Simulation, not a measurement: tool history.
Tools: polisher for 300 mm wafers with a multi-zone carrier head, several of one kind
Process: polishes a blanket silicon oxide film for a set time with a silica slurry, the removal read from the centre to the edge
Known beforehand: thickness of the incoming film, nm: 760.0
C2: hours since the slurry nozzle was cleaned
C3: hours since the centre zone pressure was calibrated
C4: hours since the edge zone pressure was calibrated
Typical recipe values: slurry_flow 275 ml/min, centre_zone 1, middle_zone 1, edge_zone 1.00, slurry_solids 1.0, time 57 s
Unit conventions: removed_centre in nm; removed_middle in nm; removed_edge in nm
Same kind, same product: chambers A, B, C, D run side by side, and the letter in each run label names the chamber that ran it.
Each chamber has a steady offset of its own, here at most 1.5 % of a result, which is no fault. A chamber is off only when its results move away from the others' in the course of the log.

{"day": 0.196, "done": "chamber D: worn pad replaced by a new one"}
{"run": "1C", "day": 0.408, "slurry_flow": 275, "centre_zone": 1, "middle_zone": 1, "edge_zone": 1.0, "slurry_solids": 1.0, "time": 57, "wafers polished on this pad": 878, "C2": 482.0, "C3": 722.8, "C4": 225.2, "removed_centre": 260.79, "removed_middle": 263.4, "removed_edge": 258.65}
{"run": "2B", "day": 0.821, "slurry_flow": 275, "centre_zone": 1, "middle_zone": 1, "edge_zone": 1.0, "slurry_solids": 1.0, "time": 57, "wafers polished on this pad": 631, "C2": 672.0, "C3": 614.0, "C4": 677.0, "removed_centre": 252.53, "removed_middle": 256.61, "removed_edge": 256.19}
{"day": 1.208, "done": "chamber B: worn pad replaced by a new one"}
{"run": "3D", "day": 1.383, "slurry_flow": 275, "centre_zone": 1, "middle_zone": 1, "edge_zone": 1.0, "slurry_solids": 1.0, "time": 57, "wafers polished on this pad": 415, "C2": 185.6, "C3": 541.6, "C4": 282.6, "removed_centre": 252.89, "removed_middle": 260.66, "removed_edge": 256.46}
{"day": 1.529, "done": "chamber C: worn pad replaced by a new one"}
{"day": 1.612, "done": "chamber A: worn pad replaced by a new one"}
{"run": "4A", "day": 1.75, "slurry_flow": 275, "centre_zone": 1, "middle_zone": 1, "edge_zone": 1.0, "slurry_solids": 1.0, "time": 57, "wafers polished on this pad": 48, "C2": 298.4, "C3": 515.3, "C4": 541.8, "removed_centre": 256.41, "removed_middle": 259.45, "removed_edge": 261.31}
{"run": "5B", "day": 2.058, "slurry_flow": 275, "centre_zone": 1, "middle_zone": 1, "edge_zone": 1.0, "slurry_solids": 1.0, "time": 57, "wafers polished on this pad": 298, "C2": 701.7, "C3": 643.7, "C4": 706.7, "removed_centre": 261.63, "removed_middle": 258.19, "removed_edge": 256.67}
{"day": 2.3, "done": "chamber D: worn pad replaced by a new one"}
{"day": 2.312, "done": "chamber B: slurry nozzle cleaned"}
{"run": "6C", "day": 2.338, "slurry_flow": 275, "centre_zone": 1, "middle_zone": 1, "edge_zone": 1.0, "slurry_solids": 1.0, "time": 57, "wafers polished on this pad": 283, "C2": 528.3, "C3": 769.1, "C4": 271.5, "removed_centre": 257.73, "removed_middle": 261.04, "removed_edge": 259.55}
{"run": "7D", "day": 2.754, "slurry_flow": 275, "centre_zone": 1, "middle_zone": 1, "edge_zone": 1.0, "slurry_solids": 1.2, "time": 42, "wafers polished on this pad": 159, "C2": 218.5, "C3": 574.5, "C4": 315.5, "removed_centre": 204.39, "removed_middle": 207.48, "removed_edge": 204.54}
{"run": "8A", "day": 3.079, "slurry_flow": 275, "centre_zone": 1, "middle_zone": 1, "edge_zone": 1.0, "slurry_solids": 1.2, "time": 42, "wafers polished on this pad": 512, "C2": 330.3, "C3": 547.2, "C4": 573.7, "removed_centre": 201.29, "removed_middle": 207.86, "removed_edge": 204.44}
{"day": 3.292, "done": "chamber A: centre zone pressure recalibrated"}
{"day": 3.492, "done": "chamber B: worn pad replaced by a new one"}
{"run": "9D", "day": 3.592, "slurry_flow": 275, "centre_zone": 1, "middle_zone": 1, "edge_zone": 1.0, "slurry_solids": 1.2, "time": 42, "wafers polished on this pad": 452, "C2": 238.6, "C3": 594.6, "C4": 335.6, "removed_centre": 202.78, "removed_middle": 207.2, "removed_edge": 203.71}
{"run": "10B", "day": 3.904, "slurry_flow": 275, "centre_zone": 1, "middle_zone": 1, "edge_zone": 1.0, "slurry_solids": 1.2, "time": 42, "wafers polished on this pad": 145, "C2": 38.3, "C3": 688.0, "C4": 751.0, "removed_centre": 206.29, "removed_middle": 207.68, "removed_edge": 203.44}
{"run": "11C", "day": 4.321, "slurry_flow": 275, "centre_zone": 1, "middle_zone": 1, "edge_zone": 1.0, "slurry_solids": 1.0, "time": 57, "wafers polished on this pad": 976, "C2": 575.9, "C3": 816.7, "C4": 319.1, "removed_centre": 257.23, "removed_middle": 259.2, "removed_edge": 258.07}
{"day": 4.712, "done": "chamber D: worn pad replaced by a new one"}
{"run": "12A", "day": 4.775, "slurry_flow": 275, "centre_zone": 1, "middle_zone": 1, "edge_zone": 1.0, "slurry_solids": 1.0, "time": 57, "wafers polished on this pad": 1105, "C2": 371.0, "C3": 35.7, "C4": 614.4, "removed_centre": 258.72, "removed_middle": 261.05, "removed_edge": 257.6}
{"run": "13B", "day": 5.325, "slurry_flow": 275, "centre_zone": 1, "middle_zone": 1, "edge_zone": 1.0, "slurry_solids": 1.0, "time": 57, "wafers polished on this pad": 642, "C2": 72.4, "C3": 722.1, "C4": 785.1, "removed_centre": 262.58, "removed_middle": 255.76, "removed_edge": 256.33}
{"day": 5.604, "done": "chamber A: worn pad replaced by a new one"}
{"day": 5.729, "done": "chamber B: worn pad replaced by a new one"}
{"run": "14C", "day": 5.762, "slurry_flow": 275, "centre_zone": 1, "middle_zone": 1, "edge_zone": 1.0, "slurry_solids": 1.0, "time": 57, "wafers polished on this pad": 1480, "C2": 610.5, "C3": 851.3, "C4": 353.7, "removed_centre": 258.11, "removed_middle": 261.78, "removed_edge": 259.47}
{"day": 6.012, "done": "chamber C: worn pad replaced by a new one"}
{"run": "15D", "day": 6.312, "slurry_flow": 275, "centre_zone": 1, "middle_zone": 1, "edge_zone": 1.0, "slurry_solids": 1.0, "time": 57, "wafers polished on this pad": 560, "C2": 303.9, "C3": 659.9, "C4": 400.9, "removed_centre": 254.93, "removed_middle": 259.38, "removed_edge": 253.56}
{"run": "16A", "day": 6.588, "slurry_flow": 275, "centre_zone": 1, "middle_zone": 1, "edge_zone": 1.0, "slurry_solids": 1.0, "time": 57, "wafers polished on this pad": 345, "C2": 414.5, "C3": 79.2, "C4": 657.9, "removed_centre": 252.75, "removed_middle": 258.96, "removed_edge": 256.63}
{"day": 6.846, "done": "chamber D: worn pad replaced by a new one"}
{"run": "17C", "day": 6.925, "slurry_flow": 275, "centre_zone": 1, "middle_zone": 1, "edge_zone": 1.0, "slurry_solids": 1.0, "time": 57, "wafers polished on this pad": 320, "C2": 638.4, "C3": 879.2, "C4": 381.6, "removed_centre": 253.92, "removed_middle": 261.33, "removed_edge": 261.0}
{"run": "18B", "day": 7.229, "slurry_flow": 275, "centre_zone": 1, "middle_zone": 1, "edge_zone": 1.0, "slurry_solids": 1.0, "time": 57, "wafers polished on this pad": 524, "C2": 118.1, "C3": 767.8, "C4": 830.8, "removed_centre": 264.47, "removed_middle": 261.55, "removed_edge": 259.4}
{"day": 7.233, "done": "chamber A: edge zone pressure recalibrated"}
{"run": "19D", "day": 7.588, "slurry_flow": 275, "centre_zone": 1, "middle_zone": 1, "edge_zone": 1.0, "slurry_solids": 1.0, "time": 57, "wafers polished on this pad": 259, "C2": 334.5, "C3": 690.5, "C4": 431.5, "removed_centre": 255.42, "removed_middle": 259.4, "removed_edge": 254.79}
{"run": "20A", "day": 8.029, "slurry_flow": 275, "centre_zone": 1, "middle_zone": 1, "edge_zone": 1.0, "slurry_solids": 1.0, "time": 57, "wafers polished on this pad": 849, "C2": 449.1, "C3": 113.8, "C4": 19.1, "removed_centre": 257.08, "removed_middle": 257.51, "removed_edge": 257.83}
{"day": 8.062, "done": "chamber B: worn pad replaced by a new one"}
{"run": "21B", "day": 8.288, "slurry_flow": 275, "centre_zone": 1, "middle_zone": 1, "edge_zone": 1.0, "slurry_solids": 1.0, "time": 57, "wafers polished on this pad": 78, "C2": 143.5, "C3": 793.2, "C4": 856.2, "removed_centre": 257.29, "removed_middle": 257.86, "removed_edge": 254.55}
{"run": "22A", "day": 8.662, "slurry_flow": 275, "centre_zone": 1, "middle_zone": 1, "edge_zone": 1.0, "slurry_solids": 1.0, "time": 57, "wafers polished on this pad": 1070, "C2": 464.3, "C3": 129.0, "C4": 34.3, "removed_centre": 255.71, "removed_middle": 260.75, "removed_edge": 255.93}
{"run": "23D", "day": 8.992, "slurry_flow": 275, "centre_zone": 1, "middle_zone": 1, "edge_zone": 1.0, "slurry_solids": 1.0, "time": 57, "wafers polished on this pad": 750, "C2": 368.2, "C3": 724.2, "C4": 465.2, "removed_centre": 258.65, "removed_middle": 258.71, "removed_edge": 260.52}
{"day": 9.429, "done": "chamber D: worn pad replaced by a new one"}
{"run": "24C", "day": 9.517, "slurry_flow": 275, "centre_zone": 1, "middle_zone": 1, "edge_zone": 1.0, "slurry_solids": 1.0, "time": 57, "wafers polished on this pad": 1226, "C2": 700.6, "C3": 941.4, "C4": 443.8, "removed_centre": 259.86, "removed_middle": 259.79, "removed_edge": 256.42}
{"day": 10.038, "done": "chamber A: worn pad replaced by a new one"}
{"run": "25A", "day": 10.042, "slurry_flow": 275, "centre_zone": 1, "middle_zone": 1, "edge_zone": 1.0, "slurry_solids": 1.0, "time": 57, "wafers polished on this pad": 1, "C2": 497.4, "C3": 162.1, "C4": 67.4, "removed_centre": 254.37, "removed_middle": 261.62, "removed_edge": 258.04}
{"day": 10.104, "done": "chamber C: worn pad replaced by a new one"}
{"day": 10.108, "done": "chamber B: edge zone pressure recalibrated"}
{"run": "26B", "day": 10.546, "slurry_flow": 275, "centre_zone": 1, "middle_zone": 1, "edge_zone": 1.0, "slurry_solids": 1.0, "time": 57, "wafers polished on this pad": 868, "C2": 197.7, "C3": 847.4, "C4": 10.6, "removed_centre": 258.88, "removed_middle": 257.72, "removed_edge": 253.64}
{"run": "27D", "day": 10.912, "slurry_flow": 275, "centre_zone": 1, "middle_zone": 1, "edge_zone": 1.0, "slurry_solids": 1.0, "time": 57, "wafers polished on this pad": 519, "C2": 414.3, "C3": 770.3, "C4": 511.3, "removed_centre": 250.4, "removed_middle": 256.61, "removed_edge": 257.77}
{"run": "28C", "day": 11.462, "slurry_flow": 275, "centre_zone": 1, "middle_zone": 1, "edge_zone": 1.0, "slurry_solids": 1.0, "time": 57, "wafers polished on this pad": 475, "C2": 747.3, "C3": 988.1, "C4": 490.5, "removed_centre": 254.32, "removed_middle": 261.24, "removed_edge": 258.1}

Is one chamber off against the others, does the gauge drift, or is nothing wrong? If a chamber is off, say which, and what the likeliest cause is.

The fleet is healthy, with each chamber sitting at its usual small offset and no drift in the gauge.

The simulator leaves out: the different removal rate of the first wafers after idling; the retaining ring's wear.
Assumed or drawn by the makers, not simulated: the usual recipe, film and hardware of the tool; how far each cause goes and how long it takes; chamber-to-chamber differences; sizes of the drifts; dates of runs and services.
